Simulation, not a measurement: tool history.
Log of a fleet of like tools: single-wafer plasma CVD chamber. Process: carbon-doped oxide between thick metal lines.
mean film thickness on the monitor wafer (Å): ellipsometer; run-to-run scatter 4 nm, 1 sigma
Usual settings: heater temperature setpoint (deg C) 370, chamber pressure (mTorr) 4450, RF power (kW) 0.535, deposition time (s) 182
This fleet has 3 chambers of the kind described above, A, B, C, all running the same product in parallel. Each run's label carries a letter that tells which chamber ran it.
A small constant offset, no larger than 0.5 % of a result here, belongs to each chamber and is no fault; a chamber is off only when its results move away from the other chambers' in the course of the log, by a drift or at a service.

run   hour  heater temperature setpoint (deg C)  chamber pressure (mTorr)  RF power (kW)  deposition time (s)  read-back reference wafer on the same gauge, thickness_nm  mean film thickness on the monitor wafer (Å)
 1B      6                                  370                      4450          0.535                  182                                                     929.41                                        8830.9
 2C   10.1                                  370                      4450          0.535                  182                                                     928.27                                        9000.5
 3A   16.7                                  370                      4450          0.535                  182                                                     930.26                                        8868.8
 4C   21.4                                  370                      4450          0.535                  182                                                     928.04                                        9049.3
 5B   26.2                                  370                      4450           0.61                  197                                                      929.2                                         10427
 6A   29.9                                  370                      4450           0.61                  197                                                     928.63                                         10588
 7B   36.2                                  370                      4450           0.61                  197                                                     929.14                                         10447
 8C     42                                  370                      4450          0.535                  182                                                     928.34                                        8852.1
 9A   46.3                                  370                      4450          0.535                  182                                                     928.96                                        8966.3
10C   52.1                                  370                      4450          0.535                  182                                                     928.88                                          8963
11B   58.4                                  370                      4450          0.535                  182                                                     928.79                                        8918.1
12A   63.4                                  370                      4450          0.535                  182                                                     928.31                                        8998.9
13A   67.6                                  370                      4450          0.535                  182                                                     929.75                                        8952.1
14B   73.3                                  370                      4450          0.535                  182                                                     927.64                                        8900.3
15C   79.4                                  370                      4450          0.535                  182                                                     929.53                                        8865.7
16C   84.9                                  370                      4450          0.535                  182                                                     929.52                                        8860.4
17B     88                                  370                      4450          0.535                  182                                                      928.6                                        8914.7
18A   92.1                                  380                      4800          0.535                  182                                                     928.04                                        8868.5
19A     97                                  380                      4800          0.535                  182                                                     929.05                                        8822.8
20B    101                                  380                      4800          0.535                  182                                                     929.08                                        8854.1
21C  105.3                                  370                      4450          0.535                  182                                                     928.52                                        8804.5
22B  111.8                                  370                      4450          0.535                  182                                                     930.46                                        8909.1
23C  116.7                                  370                      4450          0.535                  182                                                     928.37                                        8786.4
24A  121.2                                  382                      4450          0.535                  182                                                     928.99                                        8786.4
25C  125.4                                  382                      4450          0.535                  182                                                     928.45                                        8466.6
26A    131                                  382                      4450          0.535                  182                                                     929.02                                        8735.1
27B  133.9                                  384                      4450          0.535                  194                                                     928.96                                        9289.8
28A  138.4                                  384                      4450          0.535                  194                                                     930.15                                          9266
29C    145                                  384                      4450          0.535                  194                                                     927.96                                        9059.5
30B  148.8                                  370                      4450          0.535                  182                                                     928.99                                        8957.3
31C  152.7                                  370                      4450          0.535                  182                                                     929.05                                          8622
32B  156.5                                  370                      3630           0.43                  182                                                      928.7                                        7502.8
33A  162.9                                  370                      3630           0.43                  182                                                     928.16                                        7572.5
34C  166.7                                  370                      3630           0.43                  182                                                     929.23                                        7249.3

Next, all 3 chambers run the settings below, one line each with question marks for the results. What does each chamber give?
35A  171.5                                  370                      3420          0.535                  182                                                                                                        ?
35B  171.5                                  370                      3420          0.535                  182                                                                                                        ?
35C  171.5                                  370                      3420          0.535                  182                                                                                                        ?

run  mean film thickness on the monitor wafer (Å)
35A                                        8690.8
35B                                        8514.3
35C                                        8307.6
